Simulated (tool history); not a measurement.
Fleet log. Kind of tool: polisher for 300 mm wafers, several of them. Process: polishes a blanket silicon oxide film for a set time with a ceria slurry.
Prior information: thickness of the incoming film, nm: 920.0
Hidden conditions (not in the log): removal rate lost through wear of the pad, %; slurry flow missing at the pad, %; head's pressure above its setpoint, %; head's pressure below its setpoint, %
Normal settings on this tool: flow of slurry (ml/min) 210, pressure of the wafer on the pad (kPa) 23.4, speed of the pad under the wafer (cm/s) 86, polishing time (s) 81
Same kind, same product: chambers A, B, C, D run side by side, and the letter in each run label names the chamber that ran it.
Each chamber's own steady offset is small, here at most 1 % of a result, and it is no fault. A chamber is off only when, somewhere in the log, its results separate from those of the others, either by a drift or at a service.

run	hour	flow of slurry (ml/min)	pressure of the wafer on the pad (kPa)	speed of the pad under the wafer (cm/s)	polishing time (s)	wafers polished on this pad	hours since the slurry nozzle was cleaned	hours since the head pressure was calibrated	film removed (nm)
1A	9.3	210	23.4	86	81	185	107.4	179.3	268.73
2B	21.1	210	23.4	86	81	437	117.2	308.7	265.99
3C	27.5	210	23.4	86	81	1065	130.8	1124.4	274.47
4D	33.9	210	23.4	86	81	296	521.3	251.4	270.83
5D	43.0	210	23.4	86	81	370	530.4	260.5	267.93
6A	55.1	210	23.4	62	63	560	153.2	225.1	148.67
7C	67.0	210	23.4	62	63	1388	170.3	1163.9	152.55
# hour 75.0: chamber B: worn pad replaced by a new one
8B	77.2	210	23.4	62	63	18	173.3	364.8	151.69
9D	88.0	210	23.4	62	63	738	575.4	305.5	146.70
# hour 91.8: chamber C: worn pad replaced by a new one
10C	100.0	210	23.4	86	81	67	203.3	1196.9	268.36
11B	105.7	210	23.4	86	81	251	201.8	393.3	266.86
12A	113.7	210	23.4	86	81	1039	211.8	283.7	266.24
13A	123.6	210	17.2	86	71	1120	221.7	293.6	173.55
14B	136.0	210	17.2	86	71	499	232.1	423.6	171.88
15C	141.6	210	17.2	86	71	407	244.9	1238.5	171.62
# hour 147.5: chamber A: worn pad replaced by a new one
# hour 151.4: chamber D: worn pad replaced by a new one
16D	153.1	210	17.2	86	71	14	640.5	370.6	167.00
17A	164.9	210	23.4	86	81	142	263.0	334.9	269.31
18D	171.7	260	17.2	86	81	166	659.1	389.2	201.12
# hour 172.4: chamber D: slurry nozzle cleaned
19B	183.3	260	17.2	86	81	886	279.4	470.9	201.84
20C	189.0	260	17.2	86	81	794	292.3	1285.9	201.38
# hour 192.5: chamber B: worn pad replaced by a new one
# hour 197.9: chamber C: slurry nozzle cleaned
21C	201.8	260	17.2	86	81	899	4.0	1298.7	204.18
22D	210.7	210	23.4	86	81	485	38.4	428.2	267.89
23A	223.2	210	23.4	86	81	619	321.3	393.2	265.41
24B	233.6	150	17.2	86	81	336	329.7	521.2	188.51
# hour 239.7: chamber C: head pressure recalibrated
25C	240.4	150	17.2	86	81	1215	42.6	0.8	173.76
26B	246.8	150	17.2	86	81	443	342.9	534.4	189.34
27D	254.6	150	17.2	86	81	844	82.3	472.1	185.93
# hour 260.8: chamber C: worn pad replaced by a new one
28A	261.0	210	23.4	86	81	928	359.1	431.0	268.27
# hour 264.8: chamber B: slurry nozzle cleaned
29A	268.9	210	23.4	86	62	992	367.0	438.9	206.42
30D	281.5	210	23.4	86	62	1064	109.2	499.0	203.74
31C	291.8	210	23.4	86	62	254	94.0	52.2	190.83
# hour 302.1: chamber B: worn pad replaced by a new one
32B	303.8	210	23.4	86	62	14	39.0	591.4	204.12
33C	312.0	210	23.4	86	81	419	114.2	72.4	252.38
# hour 314.9: chamber A: slurry nozzle cleaned
# hour 315.9: chamber A: worn pad replaced by a new one
34D	317.9	210	23.4	86	81	1362	145.6	535.4	264.40
# hour 318.3: chamber D: worn pad replaced by a new one
# hour 318.8: chamber B: head pressure recalibrated
35A	329.4	210	23.4	86	81	111	14.6	499.4	267.27
36B	341.1	210	23.4	86	100	319	76.3	22.4	327.04
37D	348.1	210	23.4	86	100	243	175.8	565.6	328.29
38B	353.9	210	23.4	86	100	423	89.1	35.2	320.73
39C	362.1	210	23.4	86	100	828	164.3	122.5	310.49
40A	373.5	210	23.4	86	81	471	58.7	543.5	269.18
41B	381.5	210	23.4	86	81	649	116.7	62.8	269.25

Is one chamber out of step, is the gauge drifting, or do the chambers differ by no more than their own small offsets? For an off chamber, give its letter and the likeliest cause.

A service left chamber C off against the others.
What lies behind it: head's pressure below its setpoint, % = 6.84.

Chamber C could run next with any of the 4 candidate recipes listed below; each alters the usual settings, and their results appear as question marks. Which one brings its results back in line with what the other chambers deliver on the usual settings?
Allowed miss from the other chambers' usual-settings mean, per result, to count as in line: film removed (nm) 11.00
42C-1	390.8	210	24.1	88	83				?
42C-2	390.8	210	23.4	92	87				?
42C-3	390.8	210	22.1	86	75				?
42C-4	390.8	210	22.8	84	79				?

Average result of the remaining chambers running the usual settings: film removed (nm) 267.52
run	film removed (nm)
42C-1	270.94
42C-2	288.18
42C-3	218.69
42C-4	232.16
42C-1 is the one that brings the chamber's results back in line with the other chambers.
